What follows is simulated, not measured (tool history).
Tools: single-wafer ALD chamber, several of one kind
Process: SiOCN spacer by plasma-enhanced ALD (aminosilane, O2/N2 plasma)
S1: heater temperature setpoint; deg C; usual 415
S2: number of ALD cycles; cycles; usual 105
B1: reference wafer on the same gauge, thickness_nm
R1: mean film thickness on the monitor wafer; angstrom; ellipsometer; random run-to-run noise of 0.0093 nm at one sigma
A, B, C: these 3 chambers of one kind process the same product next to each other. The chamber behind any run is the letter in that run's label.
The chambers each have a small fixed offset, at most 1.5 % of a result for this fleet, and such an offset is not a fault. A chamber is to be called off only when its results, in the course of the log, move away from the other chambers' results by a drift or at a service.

run	day	S1	S2	B1	R1
1A	0.508	415	105	6.6244	61.101
2B	1.025	415	105	6.6237	59.894
3C	1.288	415	105	6.6248	60.692
4A	1.692	415	105	6.6207	61.087
5C	2.025	415	105	6.6215	60.483
6B	2.408	425	114	6.6193	63.011
7C	2.658	425	114	6.6181	63.706
8A	3.138	425	114	6.6146	64.202
9B	3.533	415	105	6.6119	59.903
10C	3.871	415	105	6.6097	60.607
11B	4.117	415	105	6.6094	59.631
12A	4.429	415	105	6.6087	61.093
13C	4.858	415	105	6.6040	60.562
14A	5.354	415	105	6.6051	60.962
15B	5.796	415	105	6.6011	59.783
16A	6.096	415	105	6.5984	60.994
17C	6.512	415	105	6.5967	60.506
18B	7.025	415	105	6.5946	59.770
19A	7.517	408	119	6.5939	70.414
20B	8.012	408	119	6.5920	69.138
21C	8.342	408	119	6.5905	69.926

Next, all 3 chambers run the settings below, one line each with question marks for the results. What does each chamber give?
22A	8.733	415	115		?
22B	8.733	415	115		?
22C	8.733	415	115		?

run	R1
22A	66.382
22B	65.288
22C	66.007

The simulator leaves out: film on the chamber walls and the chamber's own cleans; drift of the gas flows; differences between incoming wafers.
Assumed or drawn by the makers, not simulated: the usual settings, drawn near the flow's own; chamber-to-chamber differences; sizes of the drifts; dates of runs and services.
